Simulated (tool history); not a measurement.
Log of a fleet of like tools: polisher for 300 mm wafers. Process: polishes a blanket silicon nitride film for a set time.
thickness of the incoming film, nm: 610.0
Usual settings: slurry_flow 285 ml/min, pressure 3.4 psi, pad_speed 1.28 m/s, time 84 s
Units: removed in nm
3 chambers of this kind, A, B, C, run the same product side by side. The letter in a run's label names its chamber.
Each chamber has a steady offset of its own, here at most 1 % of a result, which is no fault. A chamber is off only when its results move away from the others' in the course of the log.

run   hour  slurry_flow  pressure  pad_speed  time  removed
 1B    4.5          285       3.4       1.28    84   175.65
       9.1  -- chamber C: head pressure recalibrated
 2A   12.8          285       3.4       1.28    84    170.7
      13.8  -- chamber B: worn pad replaced by a new one
 3C   20.5          285       3.4       1.28    84   171.57
      24.8  -- chamber C: worn pad replaced by a new one
 4C   26.6          285       3.4       1.28    84   170.44
 5B   32.8          285       3.4       1.28    84   172.91
 6A   37.6          285       3.4       1.28    84    172.9
 7C   46.4          285       3.9       1.62    84   240.58
 8A     55          285       3.9       1.62    84   234.19
 9B   59.8          285       3.9       1.62    84    241.8
10A   68.8          285       3.4       1.28    84    167.8
11B     73          285       3.4       1.28    84    172.6
12C   82.2          285       3.4       1.08    84   145.78
13C   88.7          285       3.4       1.08    84   151.93
14B     97          285       3.4       1.08    84   151.05
     103.6  -- chamber B: worn pad replaced by a new one
15A  105.6          285       3.4       0.94    66   100.27
     106.6  -- chamber A: worn pad replaced by a new one
     112.7  -- chamber A: slurry nozzle cleaned
16C    114          285       3.4       0.94    66   104.55
17B  119.1          285       3.4       0.94    66   104.08
18A  124.7          285       3.4       1.28    84   167.95
19C  129.5          330       2.9       1.28    84   149.63
     134.6  -- chamber C: worn pad replaced by a new one
20A  135.3          330       2.9       1.28    84   143.38
21B  142.9          330       2.9       1.28    84      147
22B  147.4          285       3.4       1.28    84   173.56
23A    155          285       3.4       1.28    84   157.13
24C  163.3          285       3.4       1.28    84   170.02
25B  170.8          285       3.4       1.28    84   170.66
26A  177.7          285       3.4       1.28    84   160.83
27C    186          285       3.4       1.02    94      157
28B  191.9          285       3.4       1.02    94    159.3
29A  198.4          285       3.4       1.02    94   148.96

Next, every chamber runs the same settings. What will each give?
30A   205          285       3.4       1.28    84        ?
30B   205          285       3.4       1.28    84        ?
30C   205          285       3.4       1.28    84        ?

run  removed
30A   156.79
30B   172.55
30C   172.22

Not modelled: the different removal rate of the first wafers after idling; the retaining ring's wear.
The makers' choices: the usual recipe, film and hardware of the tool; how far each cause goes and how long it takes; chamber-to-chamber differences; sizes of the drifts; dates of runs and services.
